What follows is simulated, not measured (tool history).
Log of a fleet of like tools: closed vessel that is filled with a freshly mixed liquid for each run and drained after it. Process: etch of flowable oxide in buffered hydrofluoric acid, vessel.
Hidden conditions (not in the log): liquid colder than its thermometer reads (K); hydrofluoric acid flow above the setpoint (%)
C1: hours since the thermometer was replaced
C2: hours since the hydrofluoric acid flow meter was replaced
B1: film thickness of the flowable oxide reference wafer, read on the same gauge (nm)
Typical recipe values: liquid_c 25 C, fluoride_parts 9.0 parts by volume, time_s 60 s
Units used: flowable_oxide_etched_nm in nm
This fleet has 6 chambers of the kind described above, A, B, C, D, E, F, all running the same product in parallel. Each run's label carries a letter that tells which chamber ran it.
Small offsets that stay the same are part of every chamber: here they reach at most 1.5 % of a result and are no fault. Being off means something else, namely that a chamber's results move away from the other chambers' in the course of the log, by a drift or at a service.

Run 1A, hour 3.9: usual settings; C1 273.7; C2 78.9; B1 140.01. Result: flowable_oxide_etched_nm 194.61 nm.
Run 2D, hour 7.3: usual settings; C1 910.7; C2 649.5; B1 140.03. Result: flowable_oxide_etched_nm 194.71 nm.
Run 3B, hour 11.8: usual settings; C1 878.1; C2 293.7; B1 140.00. Result: flowable_oxide_etched_nm 195.78 nm.
Run 4F, hour 14.9: usual settings; C1 628.5; C2 847.2; B1 140.04. Result: flowable_oxide_etched_nm 195.87 nm.
Run 5C, hour 18.1: usual settings; C1 1006.7; C2 240.5; B1 140.02. Result: flowable_oxide_etched_nm 194.58 nm.
Run 6E, hour 20.7: usual settings; C1 376.9; C2 911.0; B1 140.02. Result: flowable_oxide_etched_nm 192.57 nm.
Run 7C, hour 25.0: usual settings; C1 1013.6; C2 247.4; B1 139.98. Result: flowable_oxide_etched_nm 194.94 nm.
Run 8B, hour 28.4: usual settings; C1 894.7; C2 310.3; B1 139.99. Result: flowable_oxide_etched_nm 197.46 nm.
Run 9A, hour 33.3: usual settings; C1 303.1; C2 108.3; B1 140.00. Result: flowable_oxide_etched_nm 197.19 nm.
Run 10F, hour 37.7: usual settings; C1 651.3; C2 870.0; B1 140.01. Result: flowable_oxide_etched_nm 196.44 nm.
Run 11D, hour 41.7: usual settings; C1 945.1; C2 683.9; B1 140.02. Result: flowable_oxide_etched_nm 193.82 nm.
At hour 44.4: chamber D: thermometer replaced.
Run 12E, hour 45.7: usual settings but fluoride_parts 6.5 parts by volume, time_s 30 s; C1 401.9; C2 936.0; B1 139.99. Result: flowable_oxide_etched_nm 134.76 nm.
Run 13D, hour 50.6: usual settings but fluoride_parts 6.5 parts by volume, time_s 30 s; C1 6.3; C2 692.8; B1 140.01. Result: flowable_oxide_etched_nm 136.51 nm.
Run 14E, hour 55.1: usual settings but fluoride_parts 6.5 parts by volume, time_s 30 s; C1 411.3; C2 945.4; B1 140.02. Result: flowable_oxide_etched_nm 135.41 nm.
Run 15F, hour 59.3: usual settings but fluoride_parts 6.5 parts by volume, time_s 30 s; C1 672.9; C2 891.6; B1 139.99. Result: flowable_oxide_etched_nm 137.97 nm.
Run 16B, hour 64.7: usual settings but fluoride_parts 6.5 parts by volume, time_s 30 s; C1 931.0; C2 346.6; B1 140.00. Result: flowable_oxide_etched_nm 135.84 nm.
Run 17C, hour 68.1: usual settings but fluoride_parts 6.5 parts by volume, time_s 30 s; C1 1056.7; C2 290.5; B1 139.96. Result: flowable_oxide_etched_nm 136.67 nm.
Run 18A, hour 73.2: usual settings but fluoride_parts 10.0 parts by volume, time_s 95 s; C1 343.0; C2 148.2; B1 140.01. Result: flowable_oxide_etched_nm 288.30 nm.
Run 19F, hour 75.9: usual settings but fluoride_parts 10.0 parts by volume, time_s 95 s; C1 689.5; C2 908.2; B1 140.00. Result: flowable_oxide_etched_nm 289.37 nm.
Run 20D, hour 78.3: usual settings but fluoride_parts 10.0 parts by volume, time_s 95 s; C1 34.0; C2 720.5; B1 140.01. Result: flowable_oxide_etched_nm 290.02 nm.
Run 21E, hour 81.8: usual settings but fluoride_parts 10.0 parts by volume, time_s 95 s; C1 438.0; C2 972.1; B1 139.96. Result: flowable_oxide_etched_nm 285.54 nm.
Run 22C, hour 86.6: usual settings but fluoride_parts 10.0 parts by volume, time_s 95 s; C1 1075.2; C2 309.0; B1 139.99. Result: flowable_oxide_etched_nm 289.46 nm.
Run 23A, hour 89.8: usual settings but fluoride_parts 10.0 parts by volume, time_s 95 s; C1 359.6; C2 164.8; B1 139.96. Result: flowable_oxide_etched_nm 287.05 nm.
Run 24B, hour 93.2: usual settings; C1 959.5; C2 375.1; B1 140.00. Result: flowable_oxide_etched_nm 188.14 nm.
Run 25D, hour 96.1: usual settings; C1 51.8; C2 738.3; B1 140.00. Result: flowable_oxide_etched_nm 196.02 nm.
Run 26B, hour 101.0: usual settings; C1 967.3; C2 382.9; B1 140.01. Result: flowable_oxide_etched_nm 188.27 nm.
Run 27C, hour 105.6: usual settings; C1 1094.2; C2 328.0; B1 139.96. Result: flowable_oxide_etched_nm 194.11 nm.
Run 28E, hour 109.8: usual settings; C1 466.0; C2 1000.1; B1 140.00. Result: flowable_oxide_etched_nm 192.09 nm.
Run 29A, hour 114.3: usual settings; C1 384.1; C2 189.3; B1 139.99. Result: flowable_oxide_etched_nm 195.59 nm.
Run 30F, hour 117.2: usual settings; C1 730.8; C2 949.5; B1 140.00. Result: flowable_oxide_etched_nm 194.26 nm.
Run 31C, hour 120.8: usual settings; C1 1109.4; C2 343.2; B1 139.97. Result: flowable_oxide_etched_nm 195.03 nm.
Run 32F, hour 125.4: usual settings; C1 739.0; C2 957.7; B1 139.97. Result: flowable_oxide_etched_nm 196.48 nm.
At hour 128.1: chamber B: hydrofluoric acid flow meter replaced.
Run 33D, hour 129.8: usual settings but time_s 35 s; C1 85.5; C2 772.0; B1 140.03. Result: flowable_oxide_etched_nm 113.49 nm.
Run 34A, hour 133.9: usual settings but time_s 35 s; C1 403.7; C2 208.9; B1 140.02. Result: flowable_oxide_etched_nm 114.94 nm.
Run 35E, hour 137.8: usual settings but time_s 35 s; C1 494.0; C2 1028.1; B1 140.00. Result: flowable_oxide_etched_nm 111.81 nm.
Run 36B, hour 140.2: usual settings but time_s 35 s; C1 1006.5; C2 12.1; B1 140.01. Result: flowable_oxide_etched_nm 104.29 nm.

The same settings go to every chamber for the next run, one line per chamber below. Forecast the results for each:
Run 37A, hour 144.2: usual settings. Result: flowable_oxide_etched_nm ?.
Run 37B, hour 144.2: usual settings. Result: flowable_oxide_etched_nm ?.
Run 37C, hour 144.2: usual settings. Result: flowable_oxide_etched_nm ?.
Run 37D, hour 144.2: usual settings. Result: flowable_oxide_etched_nm ?.
Run 37E, hour 144.2: usual settings. Result: flowable_oxide_etched_nm ?.
Run 37F, hour 144.2: usual settings. Result: flowable_oxide_etched_nm ?.

run  flowable_oxide_etched_nm
37A                    194.17
37B                    177.38
37C                    194.28
37D                    194.66
37E                    192.32
37F                    193.81
